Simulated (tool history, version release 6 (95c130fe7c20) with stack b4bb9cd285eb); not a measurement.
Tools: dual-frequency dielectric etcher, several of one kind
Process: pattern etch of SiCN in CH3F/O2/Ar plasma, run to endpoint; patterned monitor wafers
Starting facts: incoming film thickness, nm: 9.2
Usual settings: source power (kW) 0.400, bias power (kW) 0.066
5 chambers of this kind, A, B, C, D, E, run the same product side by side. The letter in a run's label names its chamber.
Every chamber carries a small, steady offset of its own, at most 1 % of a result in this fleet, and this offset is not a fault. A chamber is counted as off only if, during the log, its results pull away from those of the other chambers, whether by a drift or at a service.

run     day  source power (kW)  bias power (kW)  endpoint time (s)
 1D   0.258              0.400            0.066             25.187
 2E   0.642              0.400            0.066             25.119
 3B   1.029              0.400            0.066             25.452
 4C   1.321              0.400            0.066             25.590
      1.433  -- chamber D: wet clean of the chamber
 5A   1.625              0.400            0.066             25.115
 6E   2.008              0.400            0.066             25.256
 7A   2.308              0.400            0.066             25.333
 8B   2.688              0.400            0.066             25.365
      2.942  -- chamber A: bias power generator calibrated
 9C   3.079              0.400            0.066             25.215
10D   3.333              0.400            0.066             25.287
      3.338  -- chamber C: wet clean of the chamber
11E   3.625              0.400            0.066             25.334
12C   3.950              0.400            0.066             24.766
13A   4.354              0.400            0.066             25.356
14B   4.746              0.400            0.066             25.678
15D   5.000              0.400            0.066             25.140
16C   5.396              0.400            0.066             25.145
17A   5.783              0.400            0.066             25.791
      6.071  -- chamber E: wet clean of the chamber
18B   6.142              0.330            0.074             26.172
19E   6.408              0.330            0.074             25.998
20D   6.758              0.330            0.074             26.070
21B   7.062              0.330            0.074             26.732
22E   7.462              0.330            0.074             25.687
23A   7.888              0.400            0.078             23.985
24C   8.267              0.400            0.078             23.895
25D   8.679              0.400            0.078             23.953
26A   9.100              0.400            0.078             24.195
      9.400  -- chamber A: wet clean of the chamber
27B   9.433              0.400            0.078             24.767
28C   9.679              0.400            0.066             25.497
29E  10.025              0.400            0.066             25.031
30D  10.450              0.400            0.066             25.452
31E  10.846              0.400            0.066             25.008
     10.854  -- chamber C: bias power generator calibrated
     10.858  -- chamber E: source power generator calibrated
32B  11.167              0.400            0.066             26.238
33A  11.575              0.400            0.066             25.597
34D  11.925              0.400            0.066             25.195
35C  12.346              0.400            0.066             24.917
36A  12.617              0.400            0.066             25.352
37E  12.988              0.400            0.066             25.365

Decide between three cases: one chamber stands off from its peers, the gauge reading all wafers drifts, or nothing is wrong past each chamber's small offset. Where a chamber is off, say which and what most likely put it there.

It is chamber B that slowly wanders off from its peers.
What lies behind it: etch rate under this chamber's usual, % = 5.33.

Which of the 4 candidates below, each the usual settings with something changed and its results left as question marks, puts chamber B back in line with what the other chambers give on the usual settings?
Allowed miss from the other chambers' usual-settings mean, per result, to count as in line: endpoint time (s) 0.770
38B-1  13.300              0.400            0.087                  ?
38B-2  13.300              0.400            0.055                  ?
38B-3  13.300              0.340            0.057                  ?
38B-4  13.300              0.400            0.077                  ?

On the usual settings, the other chambers give on average: endpoint time (s) 25.304
  run  endpoint time (s)
38B-1             24.046
38B-2             28.296
38B-3             29.776
38B-4             25.148
The answer is 38B-4, which returns the chamber to within the allowed miss of the others.
